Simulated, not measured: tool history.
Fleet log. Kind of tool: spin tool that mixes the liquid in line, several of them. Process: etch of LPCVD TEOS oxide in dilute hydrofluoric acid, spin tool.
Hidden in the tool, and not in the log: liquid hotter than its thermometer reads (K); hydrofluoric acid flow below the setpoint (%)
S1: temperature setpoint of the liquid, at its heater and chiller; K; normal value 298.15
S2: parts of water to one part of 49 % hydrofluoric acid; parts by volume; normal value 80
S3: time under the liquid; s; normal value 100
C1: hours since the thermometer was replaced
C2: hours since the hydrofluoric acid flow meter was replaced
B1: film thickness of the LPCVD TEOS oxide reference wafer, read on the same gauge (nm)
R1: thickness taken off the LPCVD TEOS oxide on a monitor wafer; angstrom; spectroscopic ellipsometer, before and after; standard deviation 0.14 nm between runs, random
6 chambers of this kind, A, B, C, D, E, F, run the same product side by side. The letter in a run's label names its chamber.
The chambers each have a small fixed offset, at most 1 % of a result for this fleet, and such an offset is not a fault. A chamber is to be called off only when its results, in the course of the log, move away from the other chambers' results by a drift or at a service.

run	hour	S1	S2	S3	C1	C2	B1	R1
1B	5.3	298.15	80	100	1136.8	1224.5	130.02	380.44
2A	11.9	298.15	80	100	1564.0	915.4	130.02	382.39
3F	18.7	298.15	80	100	65.7	1041.7	130.00	377.91
4C	24.8	298.15	80	100	2187.8	1384.9	130.00	377.39
# hour 25.0: chamber F: hydrofluoric acid flow meter replaced
5D	28.6	296.15	115	100	1267.0	193.6	129.99	233.87
6E	35.1	296.15	115	100	2182.2	229.8	130.03	233.55
7C	40.4	296.15	115	100	2203.4	1400.5	129.99	231.01
8E	44.6	296.15	115	100	2191.7	239.3	130.01	235.14
9F	49.3	296.15	115	100	96.3	24.3	130.02	232.15
10B	53.1	296.15	115	100	1184.6	1272.3	129.99	234.63
11D	57.1	298.15	80	100	1295.5	222.1	130.01	381.24
12A	64.0	298.15	80	100	1616.1	967.5	130.02	381.71
13E	68.6	298.15	45	130	2215.7	263.3	130.02	910.07
# hour 70.2: chamber C: hydrofluoric acid flow meter replaced
14A	72.7	298.15	45	130	1624.8	976.2	129.98	931.39
15B	76.0	298.15	45	130	1207.5	1295.2	129.96	939.89
16C	79.3	298.15	45	130	2242.3	9.2	130.03	936.23
17F	84.2	298.15	45	130	131.2	59.2	130.01	930.26
18D	87.4	298.15	45	130	1325.8	252.4	129.95	925.49
19E	91.8	298.15	45	45	2238.9	286.5	130.04	313.62
20A	97.0	298.15	45	45	1649.1	1000.5	129.97	320.92
21F	100.4	298.15	45	45	147.4	75.4	130.02	320.13
22B	105.3	298.15	45	45	1236.8	1324.5	129.97	326.15
23D	111.8	298.15	45	45	1350.2	276.8	129.97	319.49
24C	115.0	298.15	45	45	2278.0	44.9	130.02	322.66
25A	119.8	298.15	80	100	1671.9	1023.3	130.00	380.67
26D	125.1	298.15	80	100	1363.5	290.1	130.04	379.07
27E	130.3	298.15	80	100	2277.4	325.0	130.01	379.10
28F	134.8	298.15	80	100	181.8	109.8	130.00	378.04
29C	140.6	298.15	80	100	2303.6	70.5	129.95	379.73
30B	144.1	298.15	80	100	1275.6	1363.3	129.93	385.00
31F	148.2	298.15	80	100	195.2	123.2	129.96	377.91
32A	152.5	298.15	80	100	1704.6	1056.0	130.04	382.25
33C	156.2	298.15	80	100	2319.2	86.1	129.99	378.45
34E	162.4	298.15	80	100	2309.5	357.1	129.99	378.60
35D	167.3	298.15	80	100	1405.7	332.3	130.00	381.25
36B	172.5	298.15	80	100	1304.0	1391.7	130.00	388.82
37B	179.4	298.15	80	100	1310.9	1398.6	130.05	387.65

Is one chamber off against the others, does the gauge drift, or is nothing wrong? If a chamber is off, say which, and what the likeliest cause is.

One chamber, B, drifts off from the rest bit by bit.
Cause: liquid hotter than its thermometer reads (K) = 0.523.
The log may not tell that from: hydrofluoric acid flow above the setpoint (%).

Which of the 4 candidates below, each the usual settings with something changed and its results left as question marks, puts chamber B back in line with what the other chambers give on the usual settings?
In-line tolerance around the mean of the other chambers on the usual settings: R1 4.80 angstrom
38B-1	184.5	298.15	80	105				?
38B-2	184.5	298.65	80	100				?
38B-3	184.5	297.15	80	100				?
38B-4	184.5	297.65	80	100				?

Average result of the remaining chambers running the usual settings: R1 379.93 angstrom
run	R1
38B-1	406.83
38B-2	395.20
38B-3	372.61
38B-4	379.98
38B-4 brings the chamber back in line.
